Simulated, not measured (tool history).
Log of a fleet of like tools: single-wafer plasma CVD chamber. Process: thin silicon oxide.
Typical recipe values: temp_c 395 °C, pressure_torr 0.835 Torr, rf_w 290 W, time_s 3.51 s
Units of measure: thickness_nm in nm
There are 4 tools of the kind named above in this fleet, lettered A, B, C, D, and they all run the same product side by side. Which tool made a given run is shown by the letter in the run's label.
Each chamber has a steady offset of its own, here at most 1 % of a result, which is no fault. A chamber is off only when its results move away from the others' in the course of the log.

run   hour  temp_c  pressure_torr  rf_w  time_s  read-back reference wafer on the same gauge, thickness_nm  thickness_nm
 1B    9.9     395          0.835   290    3.51                                                     6.3844        6.5653
 2C   17.8     395          0.835   290    3.51                                                     6.3828        6.5883
 3D   25.5     395          0.835   290    3.51                                                     6.3765        6.6799
 4A     32     395          0.835   290    3.51                                                     6.3807        6.6863
 5C   39.8     395          0.835   290    3.51                                                      6.382        6.5476
 6A   45.9     395          0.835   290    3.51                                                      6.378        6.6595
 7D   52.3     395          0.835   290    3.51                                                     6.3799        6.7358
      55.9  -- chamber C: thermocouple changed; heater temperature recalibrated
 8B   60.2     395          0.835   290    3.51                                                     6.3835        6.6086
 9D   65.8     395          0.835   290    3.51                                                     6.3778        6.6978
10A   74.8     401          0.835   290     3.8                                                     6.3802        7.2095
11C   79.5     401          0.835   290     3.8                                                      6.381        7.0743
12B   88.6     401          0.835   290     3.8                                                     6.3713         7.131
13B   96.2     401          0.835   290     3.8                                                     6.3811        7.0953
14A  105.6     395          0.835   290    3.51                                                     6.3848        6.7037
15C  113.8     395          0.835   290    3.51                                                      6.383        6.6359
16D  118.3     395          0.835   290    3.51                                                     6.3822        6.6549
17D  126.2     395          0.835   290    3.51                                                      6.378        6.7434
18B  134.1     395          0.835   320    3.51                                                      6.388        6.8878
19A  139.5     395          0.835   320    3.51                                                     6.3762        6.9947
20C  146.6     395          0.835   320    3.51                                                     6.3811        6.8856
21B  154.1     395          0.835   320    3.51                                                     6.3799         6.849
22C  161.7     395          0.835   290    3.51                                                      6.379        6.6327
23A  169.2     395          0.835   290    3.51                                                     6.3785        6.6661
24D  175.5     395          0.835   290    3.51                                                     6.3818         6.702
25C  181.8     395          0.835   290    3.51                                                     6.3807        6.6413
26A  188.2     395          0.835   290    3.51                                                     6.3788        6.6806
27B  196.5     395          0.835   290    3.51                                                     6.3818        6.6096
28D  201.5     395          0.835   290    3.51                                                     6.3805        6.7051
29C  210.4     395          0.835   290    3.51                                                     6.3777        6.6562

For the next run the whole fleet of 4 chambers uses the same settings. Give each chamber's results:
30A  217.5     395          0.835   325    3.51                                                                        ?
30B  217.5     395          0.835   325    3.51                                                                        ?
30C  217.5     395          0.835   325    3.51                                                                        ?
30D  217.5     395          0.835   325    3.51                                                                        ?

run  thickness_nm
30A        7.0075
30B        6.9496
30C        6.9044
30D        7.0018

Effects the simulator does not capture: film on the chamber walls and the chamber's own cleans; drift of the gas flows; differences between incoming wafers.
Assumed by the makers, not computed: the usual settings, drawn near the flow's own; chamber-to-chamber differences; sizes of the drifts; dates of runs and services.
